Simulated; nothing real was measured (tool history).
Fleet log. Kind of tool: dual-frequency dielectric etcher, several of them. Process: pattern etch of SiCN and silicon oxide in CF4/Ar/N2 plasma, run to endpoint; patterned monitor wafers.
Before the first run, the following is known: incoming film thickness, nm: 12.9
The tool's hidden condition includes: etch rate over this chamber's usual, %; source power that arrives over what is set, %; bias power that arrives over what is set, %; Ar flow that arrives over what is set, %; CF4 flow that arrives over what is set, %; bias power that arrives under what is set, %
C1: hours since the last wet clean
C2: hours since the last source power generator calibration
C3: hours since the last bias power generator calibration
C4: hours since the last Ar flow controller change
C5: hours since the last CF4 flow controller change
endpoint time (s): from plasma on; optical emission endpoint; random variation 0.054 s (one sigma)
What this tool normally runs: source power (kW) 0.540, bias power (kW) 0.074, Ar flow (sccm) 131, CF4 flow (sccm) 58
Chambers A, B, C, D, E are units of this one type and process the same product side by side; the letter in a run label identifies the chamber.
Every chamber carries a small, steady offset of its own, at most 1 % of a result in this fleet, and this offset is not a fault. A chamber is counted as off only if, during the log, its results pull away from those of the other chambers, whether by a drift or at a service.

Run 1C, hour 10.0: usual settings; C1 170.5; C2 1433.3; C3 252.6; C4 681.3; C5 2306.4. Result: endpoint time (s) 13.661.
Run 2B, hour 17.7: usual settings; C1 416.8; C2 559.0; C3 952.1; C4 239.3; C5 864.1. Result: endpoint time (s) 13.713.
Run 3D, hour 28.8: usual settings; C1 206.2; C2 971.1; C3 2277.4; C4 813.3; C5 1104.0. Result: endpoint time (s) 13.550.
Run 4A, hour 43.0: usual settings; C1 440.7; C2 877.7; C3 249.1; C4 4882.8; C5 1913.5. Result: endpoint time (s) 13.558.
Run 5E, hour 57.3: usual settings; C1 493.0; C2 2459.1; C3 286.7; C4 1405.5; C5 3762.1. Result: endpoint time (s) 13.524.
At hour 61.4: chamber A: wet clean of the chamber.
At hour 62.7: chamber E: wet clean of the chamber.
Run 6A, hour 68.7: usual settings; C1 7.4; C2 903.4; C3 274.8; C4 4908.5; C5 1939.2. Result: endpoint time (s) 13.593.
Run 7D, hour 80.7: usual settings; C1 258.1; C2 1023.0; C3 2329.3; C4 865.2; C5 1155.9. Result: endpoint time (s) 13.657.
Run 8C, hour 90.9: usual settings; C1 251.4; C2 1514.2; C3 333.5; C4 762.2; C5 2387.3. Result: endpoint time (s) 13.614.
Run 9E, hour 103.4: usual settings but bias power (kW) 0.088, CF4 flow (sccm) 71; C1 40.7; C2 2505.2; C3 332.8; C4 1451.6; C5 3808.2. Result: endpoint time (s) 12.326.
Run 10B, hour 117.3: usual settings but bias power (kW) 0.088, CF4 flow (sccm) 71; C1 516.4; C2 658.6; C3 1051.7; C4 338.9; C5 963.7. Result: endpoint time (s) 12.424.
Run 11D, hour 131.4: usual settings but bias power (kW) 0.088, CF4 flow (sccm) 71; C1 308.8; C2 1073.7; C3 2380.0; C4 915.9; C5 1206.6. Result: endpoint time (s) 12.377.
Run 12E, hour 138.8: usual settings but bias power (kW) 0.088, CF4 flow (sccm) 71; C1 76.1; C2 2540.6; C3 368.2; C4 1487.0; C5 3843.6. Result: endpoint time (s) 12.340.
Run 13A, hour 152.8: usual settings but bias power (kW) 0.088, CF4 flow (sccm) 71; C1 91.5; C2 987.5; C3 358.9; C4 4992.6; C5 2023.3. Result: endpoint time (s) 12.357.
Run 14C, hour 168.3: usual settings; C1 328.8; C2 1591.6; C3 410.9; C4 839.6; C5 2464.7. Result: endpoint time (s) 13.537.
Run 15B, hour 178.1: usual settings; C1 577.2; C2 719.4; C3 1112.5; C4 399.7; C5 1024.5. Result: endpoint time (s) 13.671.
Run 16E, hour 189.2: usual settings; C1 126.5; C2 2591.0; C3 418.6; C4 1537.4; C5 3894.0. Result: endpoint time (s) 13.482.
Run 17A, hour 196.8: usual settings but source power (kW) 0.590, bias power (kW) 0.091; C1 135.5; C2 1031.5; C3 402.9; C4 5036.6; C5 2067.3. Result: endpoint time (s) 11.713.
Run 18D, hour 204.8: usual settings but source power (kW) 0.590, bias power (kW) 0.091; C1 382.2; C2 1147.1; C3 2453.4; C4 989.3; C5 1280.0. Result: endpoint time (s) 11.636.
Run 19C, hour 219.9: usual settings but source power (kW) 0.590, bias power (kW) 0.091; C1 380.4; C2 1643.2; C3 462.5; C4 891.2; C5 2516.3. Result: endpoint time (s) 11.722.
Run 20B, hour 231.7: usual settings but source power (kW) 0.590, bias power (kW) 0.091; C1 630.8; C2 773.0; C3 1166.1; C4 453.3; C5 1078.1. Result: endpoint time (s) 11.741.
Run 21D, hour 238.7: usual settings but source power (kW) 0.590, bias power (kW) 0.091; C1 416.1; C2 1181.0; C3 2487.3; C4 1023.2; C5 1313.9. Result: endpoint time (s) 11.608.
Run 22E, hour 252.9: usual settings; C1 190.2; C2 2654.7; C3 482.3; C4 1601.1; C5 3957.7. Result: endpoint time (s) 13.454.
At hour 259.7: chamber D: wet clean of the chamber.
Run 23A, hour 266.3: usual settings; C1 205.0; C2 1101.0; C3 472.4; C4 5106.1; C5 2136.8. Result: endpoint time (s) 13.638.
Run 24C, hour 279.9: usual settings; C1 440.4; C2 1703.2; C3 522.5; C4 951.2; C5 2576.3. Result: endpoint time (s) 13.626.
At hour 281.7: chamber B: wet clean of the chamber.
Run 25B, hour 294.4: usual settings; C1 12.7; C2 835.7; C3 1228.8; C4 516.0; C5 1140.8. Result: endpoint time (s) 13.776.
Run 26B, hour 306.2: usual settings; C1 24.5; C2 847.5; C3 1240.6; C4 527.8; C5 1152.6. Result: endpoint time (s) 13.685.
Run 27C, hour 320.3: usual settings; C1 480.8; C2 1743.6; C3 562.9; C4 991.6; C5 2616.7. Result: endpoint time (s) 13.555.
Run 28D, hour 327.3: usual settings; C1 67.7; C2 1269.6; C3 2575.9; C4 1111.8; C5 1402.5. Result: endpoint time (s) 13.581.
Run 29A, hour 338.8: usual settings; C1 277.5; C2 1173.5; C3 544.9; C4 5178.6; C5 2209.3. Result: endpoint time (s) 13.693.
Run 30E, hour 348.6: usual settings; C1 285.9; C2 2750.4; C3 578.0; C4 1696.8; C5 4053.4. Result: endpoint time (s) 13.448.
Run 31D, hour 359.3: usual settings; C1 99.7; C2 1301.6; C3 2607.9; C4 1143.8; C5 1434.5. Result: endpoint time (s) 13.516.
At hour 364.6: chamber C: wet clean of the chamber.
Run 32B, hour 371.2: usual settings; C1 89.5; C2 912.5; C3 1305.6; C4 592.8; C5 1217.6. Result: endpoint time (s) 13.665.
Run 33E, hour 385.8: usual settings; C1 323.1; C2 2787.6; C3 615.2; C4 1734.0; C5 4090.6. Result: endpoint time (s) 13.451.
Run 34A, hour 396.6: usual settings; C1 335.3; C2 1231.3; C3 602.7; C4 5236.4; C5 2267.1. Result: endpoint time (s) 13.570.
Run 35C, hour 403.9: usual settings; C1 39.3; C2 1827.2; C3 646.5; C4 1075.2; C5 2700.3. Result: endpoint time (s) 13.600.
Run 36B, hour 411.3: usual settings; C1 129.6; C2 952.6; C3 1345.7; C4 632.9; C5 1257.7. Result: endpoint time (s) 13.715.

Does one chamber stand apart from the rest, does the shared gauge drift, or is all well apart from small per-chamber offsets? Give the chamber and the most likely cause, where there is one.

All chambers stay in line apart from their small fixed offsets, and the gauge does not drift.

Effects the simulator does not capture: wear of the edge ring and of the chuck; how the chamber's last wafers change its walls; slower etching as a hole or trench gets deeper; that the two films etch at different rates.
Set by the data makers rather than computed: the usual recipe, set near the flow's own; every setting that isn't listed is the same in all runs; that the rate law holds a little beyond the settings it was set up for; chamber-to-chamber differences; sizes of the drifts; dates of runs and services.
